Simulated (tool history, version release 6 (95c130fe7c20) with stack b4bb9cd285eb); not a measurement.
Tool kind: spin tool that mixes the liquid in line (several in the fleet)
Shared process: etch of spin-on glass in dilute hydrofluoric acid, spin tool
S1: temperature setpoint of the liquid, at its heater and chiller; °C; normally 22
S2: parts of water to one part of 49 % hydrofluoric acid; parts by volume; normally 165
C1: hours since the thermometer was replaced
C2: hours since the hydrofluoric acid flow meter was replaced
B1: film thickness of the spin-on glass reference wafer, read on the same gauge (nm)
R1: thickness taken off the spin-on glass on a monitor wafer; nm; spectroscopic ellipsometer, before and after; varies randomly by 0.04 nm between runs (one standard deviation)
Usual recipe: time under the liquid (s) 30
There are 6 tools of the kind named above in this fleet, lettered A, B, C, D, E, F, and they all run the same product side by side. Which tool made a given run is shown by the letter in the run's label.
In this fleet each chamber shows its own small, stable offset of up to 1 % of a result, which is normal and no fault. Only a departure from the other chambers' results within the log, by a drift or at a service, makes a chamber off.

run 1A hour=5 | S1=22 S2=165 time_under_the_liquid_(s)=30 | C1=688.5 C2=1493.9 | B1=50.009 | R1=5.2751
run 2F hour=10.1 | S1=22 S2=165 time_under_the_liquid_(s)=30 | C1=494.2 C2=663.9 | B1=49.985 | R1=5.28
run 3B hour=14 | S1=22 S2=165 time_under_the_liquid_(s)=30 | C1=318.5 C2=80.4 | B1=49.97 | R1=5.3543
run 4C hour=17.9 | S1=22 S2=165 time_under_the_liquid_(s)=30 | C1=2049.6 C2=50.2 | B1=49.954 | R1=5.3717
run 5D hour=24.6 | S1=22 S2=165 time_under_the_liquid_(s)=30 | C1=1975.6 C2=1046.8 | B1=49.995 | R1=5.2626
run 6E hour=29.6 | S1=22 S2=165 time_under_the_liquid_(s)=30 | C1=698 C2=53.2 | B1=50.025 | R1=5.2843
run 7E hour=33.2 | S1=22 S2=165 time_under_the_liquid_(s)=30 | C1=701.6 C2=56.8 | B1=49.994 | R1=5.3149
run 8B hour=38.2 | S1=22 S2=165 time_under_the_liquid_(s)=30 | C1=342.7 C2=104.6 | B1=49.991 | R1=5.3766
-- hour=43.6 chamber A: hydrofluoric acid flow meter replaced
run 9F hour=45.5 | S1=22 S2=165 time_under_the_liquid_(s)=30 | C1=529.6 C2=699.3 | B1=49.967 | R1=5.2782
run 10C hour=49.8 | S1=22 S2=165 time_under_the_liquid_(s)=30 | C1=2081.5 C2=82.1 | B1=49.95 | R1=5.2864
run 11D hour=57.3 | S1=22 S2=165 time_under_the_liquid_(s)=30 | C1=2008.3 C2=1079.5 | B1=50.038 | R1=5.2604
run 12A hour=64.3 | S1=22 S2=165 time_under_the_liquid_(s)=30 | C1=747.8 C2=20.8 | B1=49.998 | R1=5.3045
run 13E hour=68.7 | S1=22 S2=165 time_under_the_liquid_(s)=30 | C1=737.1 C2=92.3 | B1=49.953 | R1=5.3284
run 14D hour=73.8 | S1=22 S2=165 time_under_the_liquid_(s)=30 | C1=2024.8 C2=1096 | B1=49.995 | R1=5.2136
run 15A hour=78.9 | S1=22 S2=165 time_under_the_liquid_(s)=30 | C1=762.4 C2=35.4 | B1=49.991 | R1=5.2926
run 16C hour=84.6 | S1=22 S2=165 time_under_the_liquid_(s)=30 | C1=2116.3 C2=116.9 | B1=49.998 | R1=5.3487
run 17B hour=90 | S1=22 S2=165 time_under_the_liquid_(s)=30 | C1=394.5 C2=156.4 | B1=50.011 | R1=5.28
run 18F hour=95.1 | S1=22 S2=165 time_under_the_liquid_(s)=30 | C1=579.2 C2=748.9 | B1=50.005 | R1=5.2873
run 19C hour=101.9 | S1=22 S2=165 time_under_the_liquid_(s)=30 | C1=2133.6 C2=134.2 | B1=50.006 | R1=5.2619
run 20A hour=106.7 | S1=22 S2=165 time_under_the_liquid_(s)=30 | C1=790.2 C2=63.2 | B1=49.965 | R1=5.2842
run 21E hour=114.1 | S1=22 S2=165 time_under_the_liquid_(s)=30 | C1=782.5 C2=137.7 | B1=49.979 | R1=5.2335
run 22F hour=117.6 | S1=22 S2=165 time_under_the_liquid_(s)=30 | C1=601.7 C2=771.4 | B1=50.009 | R1=5.2273
run 23B hour=122.2 | S1=22 S2=165 time_under_the_liquid_(s)=30 | C1=426.7 C2=188.6 | B1=50.004 | R1=5.3353
run 24D hour=128.9 | S1=22 S2=165 time_under_the_liquid_(s)=30 | C1=2079.9 C2=1151.1 | B1=50.021 | R1=5.2941
run 25F hour=133.5 | S1=22 S2=165 time_under_the_liquid_(s)=30 | C1=617.6 C2=787.3 | B1=49.977 | R1=5.3509
run 26B hour=138.4 | S1=22 S2=165 time_under_the_liquid_(s)=30 | C1=442.9 C2=204.8 | B1=50.007 | R1=5.3799
run 27C hour=145 | S1=22 S2=165 time_under_the_liquid_(s)=30 | C1=2176.7 C2=177.3 | B1=50.048 | R1=5.3852
run 28E hour=148.8 | S1=22 S2=165 time_under_the_liquid_(s)=30 | C1=817.2 C2=172.4 | B1=49.987 | R1=5.0812
run 29D hour=154.7 | S1=22 S2=165 time_under_the_liquid_(s)=30 | C1=2105.7 C2=1176.9 | B1=50.011 | R1=5.3291
run 30A hour=161.4 | S1=22 S2=165 time_under_the_liquid_(s)=30 | C1=844.9 C2=117.9 | B1=49.995 | R1=5.235
run 31A hour=168.5 | S1=22 S2=165 time_under_the_liquid_(s)=30 | C1=852 C2=125 | B1=50.079 | R1=5.2102
run 32C hour=175.7 | S1=22 S2=165 time_under_the_liquid_(s)=30 | C1=2207.4 C2=208 | B1=50.007 | R1=5.358
run 33B hour=182.2 | S1=22 S2=165 time_under_the_liquid_(s)=30 | C1=486.7 C2=248.6 | B1=50.041 | R1=5.4168
run 34F hour=186.8 | S1=18 S2=165 time_under_the_liquid_(s)=30 | C1=670.9 C2=840.6 | B1=50.024 | R1=4.4892
run 35D hour=190.3 | S1=18 S2=165 time_under_the_liquid_(s)=30 | C1=2141.3 C2=1212.5 | B1=49.991 | R1=4.5444
-- hour=195.4 chamber D: thermometer replaced
run 36E hour=197.7 | S1=18 S2=165 time_under_the_liquid_(s)=30 | C1=866.1 C2=221.3 | B1=49.966 | R1=4.177
run 37C hour=203.1 | S1=18 S2=165 time_under_the_liquid_(s)=30 | C1=2234.8 C2=235.4 | B1=50.033 | R1=4.5863
run 38D hour=207.4 | S1=18 S2=165 time_under_the_liquid_(s)=30 | C1=12 C2=1229.6 | B1=49.965 | R1=4.5417
run 39E hour=212.4 | S1=18 S2=165 time_under_the_liquid_(s)=30 | C1=880.8 C2=236 | B1=50.016 | R1=4.1444
run 40F hour=219.9 | S1=22 S2=165 time_under_the_liquid_(s)=30 | C1=704 C2=873.7 | B1=49.995 | R1=5.3381
run 41B hour=224.3 | S1=22 S2=165 time_under_the_liquid_(s)=25 | C1=528.8 C2=290.7 | B1=49.967 | R1=4.384

Does one chamber stand apart from the rest, does the shared gauge drift, or is all well apart from small per-chamber offsets? Give the chamber and the most likely cause, where there is one.

One chamber, E, drifts off from the rest bit by bit.
Likeliest cause: liquid colder than its thermometer reads (K) = 2.59.
With only this log, it may be confused with: hydrofluoric acid flow below the setpoint (%).

Which of the 4 candidates below, each the usual settings with something changed and its results left as question marks, puts chamber E back in line with what the other chambers give on the usual settings?
To be in line, a result may differ from the other chambers' mean on the usual settings by at most: R1 0.14 nm
run 42E-1 hour=230 | S1=17 S2=165 time_under_the_liquid_(s)=30 | R1=?
run 42E-2 hour=230 | S1=22.5 S2=140 time_under_the_liquid_(s)=30 | R1=?
run 42E-3 hour=230 | S1=24.5 S2=165 time_under_the_liquid_(s)=30 | R1=?
run 42E-4 hour=230 | S1=22 S2=180 time_under_the_liquid_(s)=30 | R1=?

Other chambers, usual settings, mean: R1 5.318 nm
run=42E-1 R1=3.9451
run=42E-2 R1=5.956
run=42E-3 R1=5.3088
run=42E-4 R1=4.3482
42E-3 is the one that brings the chamber's results back in line with the other chambers.
